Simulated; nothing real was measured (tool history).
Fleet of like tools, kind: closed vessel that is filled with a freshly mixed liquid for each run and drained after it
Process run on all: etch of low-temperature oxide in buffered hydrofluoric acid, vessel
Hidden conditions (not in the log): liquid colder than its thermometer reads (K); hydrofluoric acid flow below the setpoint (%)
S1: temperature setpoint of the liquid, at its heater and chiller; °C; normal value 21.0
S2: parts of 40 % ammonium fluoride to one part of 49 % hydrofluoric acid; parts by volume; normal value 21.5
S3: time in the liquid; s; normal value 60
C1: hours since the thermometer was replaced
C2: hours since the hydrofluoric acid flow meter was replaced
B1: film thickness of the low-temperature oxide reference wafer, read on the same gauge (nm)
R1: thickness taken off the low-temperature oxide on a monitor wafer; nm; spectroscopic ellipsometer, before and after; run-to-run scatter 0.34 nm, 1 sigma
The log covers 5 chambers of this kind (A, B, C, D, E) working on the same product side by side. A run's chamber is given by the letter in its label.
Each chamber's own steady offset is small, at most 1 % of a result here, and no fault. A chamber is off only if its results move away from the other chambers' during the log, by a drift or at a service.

| run | hour | S1 | S2 | S3 | C1 | C2 | B1 | R1 |
|---|---|---|---|---|---|---|---|---|
| 1E | 9.0 | 21.0 | 21.5 | 60 | 895.8 | 745.3 | 149.97 | 48.681 |
| 2C | 18.9 | 21.0 | 21.5 | 60 | 47.8 | 157.8 | 150.03 | 49.758 |
| 3A | 29.7 | 21.0 | 21.5 | 60 | 91.4 | 1816.7 | 149.98 | 49.517 |
| 4B | 36.2 | 21.0 | 21.5 | 60 | 774.6 | 229.5 | 149.99 | 48.637 |
| 5D | 51.3 | 21.0 | 21.5 | 60 | 1319.6 | 286.2 | 150.01 | 48.621 |
| 6C | 64.8 | 21.0 | 21.5 | 60 | 93.7 | 203.7 | 150.01 | 48.993 |
| 7D | 77.2 | 21.0 | 21.5 | 60 | 1345.5 | 312.1 | 150.01 | 48.299 |
| 8B | 90.7 | 21.0 | 21.5 | 80 | 829.1 | 284.0 | 150.02 | 64.551 |
| 9A | 101.0 | 21.0 | 21.5 | 80 | 162.7 | 1888.0 | 150.02 | 65.478 |
| 10E | 113.2 | 21.0 | 21.5 | 80 | 1000.0 | 849.5 | 150.00 | 64.918 |
| 11C | 124.4 | 21.0 | 21.5 | 80 | 153.3 | 263.3 | 150.00 | 66.270 |
| 12E | 131.9 | 21.0 | 21.5 | 80 | 1018.7 | 868.2 | 149.98 | 64.678 |
| 13A | 139.0 | 21.0 | 26.5 | 60 | 200.7 | 1926.0 | 149.99 | 42.510 |
| 14D | 152.6 | 21.0 | 26.5 | 60 | 1420.9 | 387.5 | 150.00 | 41.556 |
| 15B | 165.8 | 21.0 | 26.5 | 60 | 904.2 | 359.1 | 150.03 | 41.977 |
| 16E | 177.4 | 21.0 | 26.5 | 60 | 1064.2 | 913.7 | 149.99 | 42.042 |
| 17B | 188.7 | 21.0 | 26.5 | 60 | 927.1 | 382.0 | 150.01 | 41.859 |
| 18A | 197.6 | 21.0 | 21.5 | 60 | 259.3 | 1984.6 | 149.98 | 48.766 |
|  | 206.5 | chamber A: hydrofluoric acid flow meter replaced |
| 19C | 209.5 | 21.0 | 21.5 | 60 | 238.4 | 348.4 | 149.99 | 48.881 |
| 20D | 221.0 | 21.0 | 21.5 | 60 | 1489.3 | 455.9 | 150.03 | 47.327 |
| 21D | 235.7 | 21.0 | 21.5 | 60 | 1504.0 | 470.6 | 150.00 | 47.297 |
| 22A | 248.9 | 21.0 | 21.5 | 60 | 310.6 | 42.4 | 150.01 | 49.190 |
| 23B | 258.8 | 21.0 | 21.5 | 60 | 997.2 | 452.1 | 150.00 | 47.939 |
| 24E | 266.6 | 21.0 | 21.5 | 60 | 1153.4 | 1002.9 | 150.01 | 48.513 |
| 25C | 281.7 | 21.0 | 21.5 | 60 | 310.6 | 420.6 | 149.99 | 49.274 |
| 26C | 296.2 | 21.0 | 21.5 | 60 | 325.1 | 435.1 | 150.04 | 49.604 |
|  | 305.2 | chamber B: thermometer replaced |
| 27E | 310.6 | 21.0 | 21.5 | 60 | 1197.4 | 1046.9 | 150.00 | 48.130 |
| 28B | 322.7 | 19.5 | 14.5 | 60 | 17.5 | 516.0 | 150.03 | 64.340 |
| 29D | 329.9 | 19.5 | 14.5 | 60 | 1598.2 | 564.8 | 150.00 | 61.576 |
| 30A | 340.8 | 19.5 | 14.5 | 60 | 402.5 | 134.3 | 149.99 | 64.657 |
| 31B | 349.8 | 19.5 | 14.5 | 60 | 44.6 | 543.1 | 150.01 | 65.473 |
| 32E | 358.4 | 19.5 | 14.5 | 60 | 1245.2 | 1094.7 | 150.01 | 63.753 |
| 33A | 369.4 | 21.0 | 21.5 | 60 | 431.1 | 162.9 | 149.97 | 48.377 |
| 34D | 381.8 | 21.0 | 21.5 | 60 | 1650.1 | 616.7 | 150.02 | 45.695 |
| 35C | 396.6 | 21.0 | 21.5 | 60 | 425.5 | 535.5 | 150.01 | 48.744 |
| 36C | 404.3 | 21.0 | 21.5 | 60 | 433.2 | 543.2 | 149.99 | 48.791 |
| 37E | 415.5 | 21.0 | 21.5 | 60 | 1302.3 | 1151.8 | 150.02 | 48.819 |
| 38A | 425.2 | 21.0 | 21.5 | 60 | 486.9 | 218.7 | 150.00 | 48.714 |
| 39D | 433.1 | 21.0 | 21.5 | 60 | 1701.4 | 668.0 | 149.99 | 45.778 |
|  | 442.7 | chamber B: hydrofluoric acid flow meter replaced |
| 40B | 445.3 | 21.0 | 21.5 | 60 | 140.1 | 2.7 | 149.98 | 49.125 |

The same settings go to every chamber for the next run, one line per chamber below. Forecast the results for each:
| 41A | 456.1 | 21.0 | 21.5 | 60 |  |  |  | ? |
| 41B | 456.1 | 21.0 | 21.5 | 60 |  |  |  | ? |
| 41C | 456.1 | 21.0 | 21.5 | 60 |  |  |  | ? |
| 41D | 456.1 | 21.0 | 21.5 | 60 |  |  |  | ? |
| 41E | 456.1 | 21.0 | 21.5 | 60 |  |  |  | ? |

| run | R1 |
|---|---|
| 41A | 49.089 |
| 41B | 48.322 |
| 41C | 49.448 |
| 41D | 45.372 |
| 41E | 48.600 |
